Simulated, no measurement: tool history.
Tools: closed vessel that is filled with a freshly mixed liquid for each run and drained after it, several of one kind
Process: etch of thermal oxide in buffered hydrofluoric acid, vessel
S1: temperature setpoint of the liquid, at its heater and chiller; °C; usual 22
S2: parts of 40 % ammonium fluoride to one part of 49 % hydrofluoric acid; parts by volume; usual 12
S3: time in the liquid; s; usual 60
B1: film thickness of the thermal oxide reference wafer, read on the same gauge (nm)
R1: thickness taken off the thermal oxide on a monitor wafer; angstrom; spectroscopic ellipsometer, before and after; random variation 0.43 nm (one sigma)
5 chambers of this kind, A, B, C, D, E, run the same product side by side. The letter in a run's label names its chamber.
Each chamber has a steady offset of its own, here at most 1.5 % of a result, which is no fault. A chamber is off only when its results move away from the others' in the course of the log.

run     day  S1  S2  S3      B1      R1
 1E   0.433  22  12  60  99.996  506.57
       0.85  -- chamber C: thermometer replaced
 2B   0.892  22  12  60     100  508.93
 3A   1.183  22  12  60  100.01  517.28
 4C   1.508  22  12  60  100.01  511.39
 5D   1.746  22  12  60     100  511.21
 6B   2.196  22  12  60  100.01  506.66
 7D   2.425  22  12  60  100.01  513.88
 8C   2.767  22  12  60  99.995  508.79
 9A   3.238  22  12  60  99.995  526.48
10E   3.625  22  12  60  99.999  515.61
11B   4.108  22  12  60  99.981  518.17
      4.254  -- chamber C: hydrofluoric acid flow meter replaced
12A   4.425  22  12  60     100  528.56
13D   4.862  22  12  60  99.999  512.65
14C   5.229  22  12  60  99.999  500.75
15E   5.488  22  12  60  99.992   515.5
16E   5.775  22  12  60  99.992  524.81
17C   6.262  22  12  60  100.02  505.72
18B   6.704  22  12  60  99.983  512.46
19D   7.042  22  12  60     100  514.84
20A   7.371  22  12  60     100  545.74
21C    7.75  22  12  60  99.991  503.39
22E   8.238  22  12  60  100.01  505.62
23D   8.679  22  12  60     100  519.55
24A   9.088  22  12  60  99.992  549.93
25B   9.421  22  12  60  99.988  511.59
26E   9.654  22  12  60  99.993  519.97
27D  10.154  22  12  60  99.991  505.29
28A  10.438  22  12  45  99.983     419
29C  10.921  22  12  45     100  380.96
30B  11.367  22  12  45  99.982  384.83
31A    11.6  22  12  45  100.01  425.18
32E  11.958  22  12  45  100.01  385.97

Next, every chamber runs the same settings. What will each give?
33A  12.321  22  12  30       ?
33B  12.321  22  12  30       ?
33C  12.321  22  12  30       ?
33D  12.321  22  12  30       ?
33E  12.321  22  12  30       ?

run      R1
33A  287.83
33B  256.48
33C  254.78
33D  257.92
33E  255.97
